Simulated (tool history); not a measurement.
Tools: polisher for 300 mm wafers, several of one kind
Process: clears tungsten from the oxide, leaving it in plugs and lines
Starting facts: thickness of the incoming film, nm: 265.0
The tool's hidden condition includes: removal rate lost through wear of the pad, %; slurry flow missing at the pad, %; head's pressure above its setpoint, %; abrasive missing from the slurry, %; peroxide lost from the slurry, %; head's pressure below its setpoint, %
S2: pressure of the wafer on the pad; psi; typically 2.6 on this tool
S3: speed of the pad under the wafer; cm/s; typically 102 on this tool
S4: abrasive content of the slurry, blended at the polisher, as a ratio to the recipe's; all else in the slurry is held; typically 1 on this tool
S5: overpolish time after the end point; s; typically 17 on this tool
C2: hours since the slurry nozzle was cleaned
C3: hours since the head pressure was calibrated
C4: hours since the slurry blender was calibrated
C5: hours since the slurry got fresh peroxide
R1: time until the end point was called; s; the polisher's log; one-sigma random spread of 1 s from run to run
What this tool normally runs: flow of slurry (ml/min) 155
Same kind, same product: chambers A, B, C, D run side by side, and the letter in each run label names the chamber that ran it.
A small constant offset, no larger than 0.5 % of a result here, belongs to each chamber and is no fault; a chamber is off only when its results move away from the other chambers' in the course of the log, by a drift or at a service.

At hour 4.8: chamber A: slurry tank refilled with fresh slurry and peroxide.
Run 1C, hour 13.5: usual settings; wafers polished on this pad 134; C2 84.5; C3 289.1; C4 161.6; C5 94.2. Result: R1 65.183 s.
Run 2B, hour 24.3: usual settings; wafers polished on this pad 552; C2 198.7; C3 206.9; C4 28; C5 76.1. Result: R1 66.677 s.
Run 3A, hour 35.3: usual settings; wafers polished on this pad 869; C2 319.9; C3 1122.2; C4 179.3; C5 30.6. Result: R1 67.11 s.
At hour 38.5: chamber D: worn pad replaced by a new one.
Run 4D, hour 46.6: usual settings; wafers polished on this pad 78; C2 82.1; C3 106.6; C4 261.2; C5 81.9. Result: R1 67.163 s.
At hour 52.1: chamber C: slurry blender recalibrated.
Run 5C, hour 57.2: usual settings; wafers polished on this pad 550; C2 128.2; C3 332.8; C4 5.2; C5 137.9. Result: R1 65.77 s.
At hour 58.9: chamber A: worn pad replaced by a new one.
At hour 63.2: chamber C: worn pad replaced by a new one.
Run 6A, hour 65.4: usual settings; wafers polished on this pad 62; C2 350; C3 1152.3; C4 209.4; C5 60.7. Result: R1 63.997 s.
At hour 65.9: chamber A: slurry nozzle cleaned.
At hour 68.3: chamber D: slurry tank refilled with fresh slurry and peroxide.
At hour 69.2: chamber B: slurry tank refilled with fresh slurry and peroxide.
At hour 74: chamber D: slurry blender recalibrated.
Run 7D, hour 74.7: usual settings; wafers polished on this pad 346; C2 110.2; C3 134.7; C4 0.7; C5 6.4. Result: R1 66.527 s.
Run 8B, hour 87: usual settings but S2 3.5 psi, S4 1.2; wafers polished on this pad 1150; C2 261.4; C3 269.6; C4 90.7; C5 17.8. Result: R1 47.684 s.
Run 9C, hour 100.3: usual settings but S2 3.5 psi, S4 1.2; wafers polished on this pad 354; C2 171.3; C3 375.9; C4 48.3; C5 181. Result: R1 46.172 s.
At hour 104.8: chamber B: worn pad replaced by a new one.
Run 10B, hour 109.2: usual settings but S2 3.5 psi, S4 1.2; wafers polished on this pad 42; C2 283.6; C3 291.8; C4 112.9; C5 40. Result: R1 47.005 s.
At hour 116.3: chamber D: worn pad replaced by a new one.
Run 11A, hour 122.8: usual settings but S2 3.5 psi, S4 1.2; wafers polished on this pad 609; C2 56.9; C3 1209.7; C4 266.8; C5 118.1. Result: R1 46.464 s.
At hour 132.9: chamber C: worn pad replaced by a new one.
Run 12D, hour 136.3: usual settings; wafers polished on this pad 191; C2 171.8; C3 196.3; C4 62.3; C5 68. Result: R1 64.384 s.
Run 13B, hour 142.2: usual settings; wafers polished on this pad 357; C2 316.6; C3 324.8; C4 145.9; C5 73. Result: R1 66.058 s.
Run 14C, hour 148.2: usual settings; wafers polished on this pad 145; C2 219.2; C3 423.8; C4 96.2; C5 228.9. Result: R1 65.363 s.
Run 15A, hour 156.1: usual settings; wafers polished on this pad 927; C2 90.2; C3 1243; C4 300.1; C5 151.4. Result: R1 67.707 s.
Run 16D, hour 163.3: usual settings; wafers polished on this pad 448; C2 198.8; C3 223.3; C4 89.3; C5 95. Result: R1 65.267 s.
At hour 163.8: chamber A: worn pad replaced by a new one.
Run 17D, hour 176.5: usual settings; wafers polished on this pad 574; C2 212; C3 236.5; C4 102.5; C5 108.2. Result: R1 63.799 s.
At hour 178: chamber D: slurry tank refilled with fresh slurry and peroxide.
Run 18A, hour 187.9: usual settings but S4 1.1; wafers polished on this pad 229; C2 122; C3 1274.8; C4 331.9; C5 183.2. Result: R1 65.363 s.
At hour 194.3: chamber B: slurry nozzle cleaned.
At hour 196.6: chamber D: worn pad replaced by a new one.
At hour 199.1: chamber B: slurry tank refilled with fresh slurry and peroxide.
Run 19B, hour 200.5: usual settings but S4 1.1; wafers polished on this pad 913; C2 6.2; C3 383.1; C4 204.2; C5 1.5. Result: R1 65.961 s.
At hour 202.7: chamber A: slurry tank refilled with fresh slurry and peroxide.
Run 20C, hour 209.1: usual settings but S4 1.1; wafers polished on this pad 726; C2 280.1; C3 484.7; C4 157.1; C5 289.8. Result: R1 66.144 s.
At hour 214.2: chamber C: worn pad replaced by a new one.
Run 21C, hour 218: usual settings but S4 1.1; wafers polished on this pad 36; C2 289; C3 493.6; C4 166; C5 298.7. Result: R1 66.392 s.
At hour 221.4: chamber C: slurry nozzle cleaned.
At hour 224.3: chamber C: slurry blender recalibrated.
At hour 225.9: chamber B: worn pad replaced by a new one.
Run 22A, hour 230: usual settings; wafers polished on this pad 631; C2 164.1; C3 1316.9; C4 374; C5 27.4. Result: R1 66.141 s.
Run 23B, hour 239.7: usual settings; wafers polished on this pad 132; C2 45.4; C3 422.3; C4 243.4; C5 40.7. Result: R1 68.656 s.
At hour 244.9: chamber A: slurry blender recalibrated.
Run 24D, hour 246.3: usual settings; wafers polished on this pad 474; C2 281.8; C3 306.3; C4 172.3; C5 68.3. Result: R1 63.495 s.
Run 25A, hour 255.8: usual settings; wafers polished on this pad 877; C2 189.9; C3 1342.7; C4 10.9; C5 53.2. Result: R1 67.659 s.
Run 26B, hour 263: usual settings; wafers polished on this pad 354; C2 68.7; C3 445.6; C4 266.7; C5 64. Result: R1 65.908 s.
At hour 270.6: chamber A: worn pad replaced by a new one.
Run 27D, hour 272.2: usual settings but S3 72 cm/s; wafers polished on this pad 721; C2 307.7; C3 332.2; C4 198.2; C5 94.2. Result: R1 93.894 s.
At hour 273.3: chamber D: head pressure recalibrated.
At hour 277.9: chamber D: slurry tank refilled with fresh slurry and peroxide.
At hour 280.7: chamber C: worn pad replaced by a new one.
At hour 283.5: chamber D: worn pad replaced by a new one.
Run 28C, hour 285.7: usual settings but S3 72 cm/s; wafers polished on this pad 48; C2 64.4; C3 561.3; C4 61.4; C5 366.4. Result: R1 99.094 s.
Run 29C, hour 293.5: usual settings but S3 72 cm/s; wafers polished on this pad 122; C2 72.2; C3 569.1; C4 69.2; C5 374.2. Result: R1 99.58 s.
Run 30D, hour 300.5: usual settings but S3 72 cm/s; wafers polished on this pad 162; C2 336; C3 27.3; C4 226.5; C5 22.6. Result: R1 94.302 s.
Run 31A, hour 312.4: usual settings but S3 80 cm/s; wafers polished on this pad 398; C2 246.5; C3 1399.3; C4 67.5; C5 109.8. Result: R1 84.031 s.
At hour 321.6: chamber B: slurry tank refilled with fresh slurry and peroxide.
At hour 322.5: chamber D: slurry blender recalibrated.
Run 32B, hour 324.4: usual settings but S3 80 cm/s; wafers polished on this pad 940; C2 130.1; C3 507; C4 328.1; C5 2.8. Result: R1 82.086 s.
Run 33A, hour 330.5: usual settings but S3 80 cm/s; wafers polished on this pad 571; C2 264.6; C3 1417.4; C4 85.6; C5 127.9. Result: R1 82.401 s.
At hour 333.7: chamber B: slurry blender recalibrated.
Run 34C, hour 338.7: usual settings but S3 80 cm/s; wafers polished on this pad 553; C2 117.4; C3 614.3; C4 114.4; C5 419.4. Result: R1 91.41 s.
At hour 345.6: chamber B: worn pad replaced by a new one.
Run 35D, hour 348.4: usual settings; wafers polished on this pad 618; C2 383.9; C3 75.2; C4 25.9; C5 70.5. Result: R1 65.747 s.
Run 36B, hour 361.3: usual settings; wafers polished on this pad 149; C2 167; C3 543.9; C4 27.6; C5 39.7. Result: R1 66.53 s.
At hour 362.4: chamber D: worn pad replaced by a new one.
Run 37D, hour 367.9: usual settings but flow of slurry (ml/min) 125, S5 8 s; wafers polished on this pad 53; C2 403.4; C3 94.7; C4 45.4; C5 90. Result: R1 67.316 s.

Read the log: is a single chamber off, either drifting away or since a service, is the gauge that measures every chamber drifting, or is nothing wrong beyond small per-chamber offsets? Name any odd chamber and what most likely caused it.

Chamber C drifts away from the others.
Likeliest cause: peroxide lost from the slurry, % = 27.4.
The log may not separate it from: head's pressure below its setpoint, %.

Chamber C could run next with any of the 4 candidate recipes listed below; each alters the usual settings, and their results appear as question marks. Which one brings its results back in line with what the other chambers deliver on the usual settings?
In line means no further than this from the other chambers' mean on the usual settings: R1 3.7 s
Run 38C-1, hour 377.6: usual settings but S2 2.7 psi, S3 108 cm/s. Result: R1 ?.
Run 38C-2, hour 377.6: usual settings but S2 2.3 psi. Result: R1 ?.
Run 38C-3, hour 377.6: usual settings but flow of slurry (ml/min) 160, S2 2.9 psi, S3 114 cm/s. Result: R1 ?.
Run 38C-4, hour 377.6: usual settings but flow of slurry (ml/min) 150, S2 2.3 psi, S3 90 cm/s. Result: R1 ?.

Other chambers, usual settings, mean: R1 66.067 s
  run      R1
38C-1  67.905
38C-2  84.262
38C-3  59.599
38C-4  96.218
It is 38C-1 that realigns the chamber with its peers.
